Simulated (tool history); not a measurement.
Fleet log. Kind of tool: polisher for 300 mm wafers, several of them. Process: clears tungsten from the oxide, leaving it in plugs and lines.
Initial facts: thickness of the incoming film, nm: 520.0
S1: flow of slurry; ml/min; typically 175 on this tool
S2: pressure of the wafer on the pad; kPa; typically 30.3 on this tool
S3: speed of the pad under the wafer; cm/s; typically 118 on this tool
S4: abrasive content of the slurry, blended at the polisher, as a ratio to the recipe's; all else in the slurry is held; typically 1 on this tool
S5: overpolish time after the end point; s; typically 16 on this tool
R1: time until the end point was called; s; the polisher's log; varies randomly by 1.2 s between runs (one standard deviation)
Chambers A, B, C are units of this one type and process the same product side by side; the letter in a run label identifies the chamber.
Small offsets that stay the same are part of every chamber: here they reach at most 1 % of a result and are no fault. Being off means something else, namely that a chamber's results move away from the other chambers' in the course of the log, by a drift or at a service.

run,hour,S1,S2,S3,S4,S5,R1
1A,2.4,175,30.3,118,1,16,91.605
# hour 3.0: chamber B: slurry blender recalibrated
2C,7.6,175,30.3,118,1,16,89.604
3B,12.6,175,30.3,118,1,16,92.396
4C,17.9,175,30.3,118,1,16,92.614
5B,22.6,175,30.3,118,1,16,92.590
# hour 23.2: chamber B: head pressure recalibrated
6A,25.1,175,30.3,118,1,16,90.575
7A,30.1,175,30.3,118,1,16,91.635
8B,33.0,175,30.3,118,1,16,94.416
9C,35.4,175,30.3,118,1,16,91.213
# hour 36.0: chamber A: head pressure recalibrated
# hour 37.4: chamber C: slurry tank refilled with fresh slurry and peroxide
10B,40.4,175,30.3,118,1,16,91.431
11C,45.6,175,30.3,118,1,16,91.595
12A,48.7,175,30.3,118,1,16,91.585
13C,51.0,175,30.3,118,1,16,88.930
14A,54.7,175,30.3,118,1,16,95.620
# hour 55.8: chamber A: worn pad replaced by a new one
# hour 57.4: chamber B: slurry nozzle cleaned
15B,58.4,175,30.3,118,1,16,91.956
16C,62.6,175,30.3,118,1,16,89.744
17B,65.2,175,30.3,118,1,16,90.018
18A,70.2,175,30.3,118,1,16,95.404
19A,73.5,175,30.3,118,1,16,94.099
20B,76.5,175,30.3,118,1,16,90.851
21C,79.8,175,30.3,118,1,11,92.380
22C,84.1,175,30.3,118,1,11,90.235
23A,87.7,175,30.3,118,1,11,95.893
24B,91.7,175,30.3,118,1,16,89.328
# hour 93.2: chamber B: slurry tank refilled with fresh slurry and peroxide
25B,97.0,175,30.3,118,1,16,91.454
26A,100.9,175,30.3,118,1,16,96.831
27C,104.6,175,30.3,118,1,16,90.517
28C,109.4,175,30.3,118,1,16,89.360
29A,114.6,175,30.3,118,1,16,102.150

Read the log: is a single chamber off, either drifting away or since a service, is the gauge that measures every chamber drifting, or is nothing wrong beyond small per-chamber offsets? Name any odd chamber and what most likely caused it.

Little by little, chamber A moves away from the other chambers.
Most likely cause: peroxide lost from the slurry, % = 24.5.
From this log alone, it may not be told apart from: slurry flow missing at the pad, %; abrasive missing from the slurry, %.

Which of the 4 candidates below, each the usual settings with something changed and its results left as question marks, puts chamber A back in line with what the other chambers give on the usual settings?
In-line tolerance around the mean of the other chambers on the usual settings: R1 4.200 s
30A-1,118.4,175,31.0,118,1,16,?
30A-2,118.4,175,31.7,124,1,16,?
30A-3,118.4,175,29.6,118,1,16,?
30A-4,118.4,175,29.0,112,1,16,?

Average result of the remaining chambers running the usual settings: R1 91.027 s
run,R1
30A-1,99.198
30A-2,92.443
30A-3,103.740
30A-4,111.770
The answer is 30A-2, which returns the chamber to within the allowed miss of the others.
